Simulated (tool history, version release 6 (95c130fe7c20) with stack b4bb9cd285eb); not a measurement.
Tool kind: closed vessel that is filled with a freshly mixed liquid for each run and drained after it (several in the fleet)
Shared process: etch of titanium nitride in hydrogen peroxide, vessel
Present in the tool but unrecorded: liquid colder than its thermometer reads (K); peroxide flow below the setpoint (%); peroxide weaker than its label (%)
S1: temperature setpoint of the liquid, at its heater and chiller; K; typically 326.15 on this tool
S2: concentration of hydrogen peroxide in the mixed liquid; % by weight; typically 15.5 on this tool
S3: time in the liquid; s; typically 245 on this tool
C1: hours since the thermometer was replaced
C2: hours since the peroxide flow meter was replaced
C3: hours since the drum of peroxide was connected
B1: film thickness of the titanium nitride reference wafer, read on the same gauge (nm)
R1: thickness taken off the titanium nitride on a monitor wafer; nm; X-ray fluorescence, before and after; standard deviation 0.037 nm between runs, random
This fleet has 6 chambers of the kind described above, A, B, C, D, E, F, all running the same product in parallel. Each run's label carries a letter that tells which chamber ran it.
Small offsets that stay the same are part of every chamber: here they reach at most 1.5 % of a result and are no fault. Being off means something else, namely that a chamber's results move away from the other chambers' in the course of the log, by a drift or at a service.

run 1C hour=10.7 | S1=326.15 S2=15.5 S3=245 | C1=1982.8 C2=874.7 C3=479.6 | B1=120 | R1=10.577
run 2F hour=16.1 | S1=326.15 S2=15.5 S3=245 | C1=1505.4 C2=140.4 C3=399.3 | B1=119.99 | R1=10.465
run 3E hour=23.6 | S1=326.15 S2=15.5 S3=245 | C1=179.8 C2=339.6 C3=458.6 | B1=120.01 | R1=10.464
run 4A hour=32.4 | S1=326.15 S2=15.5 S3=245 | C1=2035.6 C2=263.2 C3=563.9 | B1=120.01 | R1=10.523
run 5D hour=40.4 | S1=326.15 S2=15.5 S3=245 | C1=185.3 C2=462.9 C3=206 | B1=120.01 | R1=10.472
run 6B hour=48 | S1=326.15 S2=15.5 S3=245 | C1=701.4 C2=1712 C3=253.2 | B1=119.99 | R1=10.443
run 7F hour=54 | S1=326.15 S2=15.5 S3=245 | C1=1543.3 C2=178.3 C3=437.2 | B1=120 | R1=10.415
run 8C hour=62.4 | S1=326.15 S2=15.5 S3=245 | C1=2034.5 C2=926.4 C3=531.3 | B1=120.01 | R1=10.522
-- hour=65.8 chamber F: new drum of peroxide connected
run 9E hour=67.4 | S1=326.15 S2=15.5 S3=245 | C1=223.6 C2=383.4 C3=502.4 | B1=120.02 | R1=10.532
run 10A hour=74.6 | S1=331.65 S2=18 S3=245 | C1=2077.8 C2=305.4 C3=606.1 | B1=120 | R1=16.042
run 11D hour=84.9 | S1=331.65 S2=18 S3=245 | C1=229.8 C2=507.4 C3=250.5 | B1=120.01 | R1=15.878
-- hour=85.6 chamber E: peroxide flow meter replaced
run 12B hour=91.2 | S1=331.65 S2=18 S3=245 | C1=744.6 C2=1755.2 C3=296.4 | B1=120 | R1=15.844
run 13C hour=98.1 | S1=331.65 S2=18 S3=245 | C1=2070.2 C2=962.1 C3=567 | B1=120.01 | R1=16.074
run 14D hour=103.4 | S1=331.65 S2=18 S3=245 | C1=248.3 C2=525.9 C3=269 | B1=119.97 | R1=15.922
run 15E hour=110.8 | S1=331.65 S2=18 S3=245 | C1=267 C2=25.2 C3=545.8 | B1=120.01 | R1=15.866
run 16F hour=117 | S1=320.15 S2=15.5 S3=320 | C1=1606.3 C2=241.3 C3=51.2 | B1=120 | R1=8.682
run 17A hour=124.5 | S1=320.15 S2=15.5 S3=320 | C1=2127.7 C2=355.3 C3=656 | B1=120 | R1=9.0351
run 18B hour=129.3 | S1=320.15 S2=15.5 S3=320 | C1=782.7 C2=1793.3 C3=334.5 | B1=120 | R1=8.9195
run 19D hour=139.7 | S1=320.15 S2=15.5 S3=320 | C1=284.6 C2=562.2 C3=305.3 | B1=120 | R1=8.9864
run 20C hour=149.3 | S1=320.15 S2=15.5 S3=320 | C1=2121.4 C2=1013.3 C3=618.2 | B1=119.99 | R1=8.9007
run 21A hour=157.9 | S1=320.15 S2=15.5 S3=320 | C1=2161.1 C2=388.7 C3=689.4 | B1=120.02 | R1=9.0251
run 22F hour=167.8 | S1=326.15 S2=15.5 S3=245 | C1=1657.1 C2=292.1 C3=102 | B1=120.01 | R1=10.213
run 23E hour=176.2 | S1=326.15 S2=15.5 S3=245 | C1=332.4 C2=90.6 C3=611.2 | B1=119.99 | R1=10.497
run 24B hour=181.2 | S1=326.15 S2=12.5 S3=325 | C1=834.6 C2=1845.2 C3=386.4 | B1=120.02 | R1=13.293
run 25A hour=186.8 | S1=326.15 S2=12.5 S3=325 | C1=2190 C2=417.6 C3=718.3 | B1=120 | R1=13.434
run 26D hour=197.4 | S1=326.15 S2=12.5 S3=325 | C1=342.3 C2=619.9 C3=363 | B1=120.01 | R1=13.363
run 27F hour=203.4 | S1=326.15 S2=12.5 S3=325 | C1=1692.7 C2=327.7 C3=137.6 | B1=120 | R1=12.794
run 28C hour=213.2 | S1=326.15 S2=12.5 S3=325 | C1=2185.3 C2=1077.2 C3=682.1 | B1=120.01 | R1=13.35
run 29B hour=222 | S1=326.15 S2=12.5 S3=325 | C1=875.4 C2=1886 C3=427.2 | B1=120 | R1=13.307
run 30E hour=228.3 | S1=326.15 S2=15.5 S3=245 | C1=384.5 C2=142.7 C3=663.3 | B1=120 | R1=10.523
run 31E hour=236.3 | S1=326.15 S2=20 S3=245 | C1=392.5 C2=150.7 C3=671.3 | B1=119.99 | R1=11.006
run 32B hour=241.8 | S1=326.15 S2=20 S3=245 | C1=895.2 C2=1905.8 C3=447 | B1=119.99 | R1=11.093
run 33F hour=246.8 | S1=326.15 S2=20 S3=245 | C1=1736.1 C2=371.1 C3=181 | B1=120.01 | R1=10.546
run 34D hour=251.6 | S1=326.15 S2=20 S3=245 | C1=396.5 C2=674.1 C3=417.2 | B1=120 | R1=11.138
run 35A hour=257.7 | S1=326.15 S2=20 S3=245 | C1=2260.9 C2=488.5 C3=789.2 | B1=120 | R1=11.053
run 36C hour=262.3 | S1=326.15 S2=20 S3=245 | C1=2234.4 C2=1126.3 C3=731.2 | B1=120 | R1=11.197
-- hour=269.5 chamber C: new drum of peroxide connected
run 37B hour=272.8 | S1=326.15 S2=15.5 S3=245 | C1=926.2 C2=1936.8 C3=478 | B1=120 | R1=10.468
run 38A hour=280.8 | S1=326.15 S2=15.5 S3=245 | C1=2284 C2=511.6 C3=812.3 | B1=120.01 | R1=10.558
run 39C hour=286.4 | S1=326.15 S2=15.5 S3=245 | C1=2258.5 C2=1150.4 C3=16.9 | B1=119.98 | R1=10.49

What goes on in this fleet: one chamber off, a drifting gauge, or nothing beyond the chambers' own small offsets? Name the chamber and the cause, if any.

Little by little, chamber F moves away from the other chambers.
Likeliest cause: liquid colder than its thermometer reads (K) = 0.668.

Here are 4 candidates for chamber F's next run, each the usual settings with a change, their results left as question marks. Which one brings its results back in line with what the others give on the usual settings?
In line means no further than this from the other chambers' mean on the usual settings: R1 0.13 nm
run 40F-1 hour=294 | S1=324.65 S2=15.5 S3=245 | R1=?
run 40F-2 hour=294 | S1=326.15 S2=20 S3=245 | R1=?
run 40F-3 hour=294 | S1=325.65 S2=15.5 S3=240 | R1=?
run 40F-4 hour=294 | S1=327.65 S2=15.5 S3=245 | R1=?

The mean the other chambers reach with the usual settings: R1 10.523 nm
run=40F-1 R1=8.913
run=40F-2 R1=10.483
run=40F-3 R1=9.3863
run=40F-4 R1=11.067
40F-2 brings the chamber back in line.

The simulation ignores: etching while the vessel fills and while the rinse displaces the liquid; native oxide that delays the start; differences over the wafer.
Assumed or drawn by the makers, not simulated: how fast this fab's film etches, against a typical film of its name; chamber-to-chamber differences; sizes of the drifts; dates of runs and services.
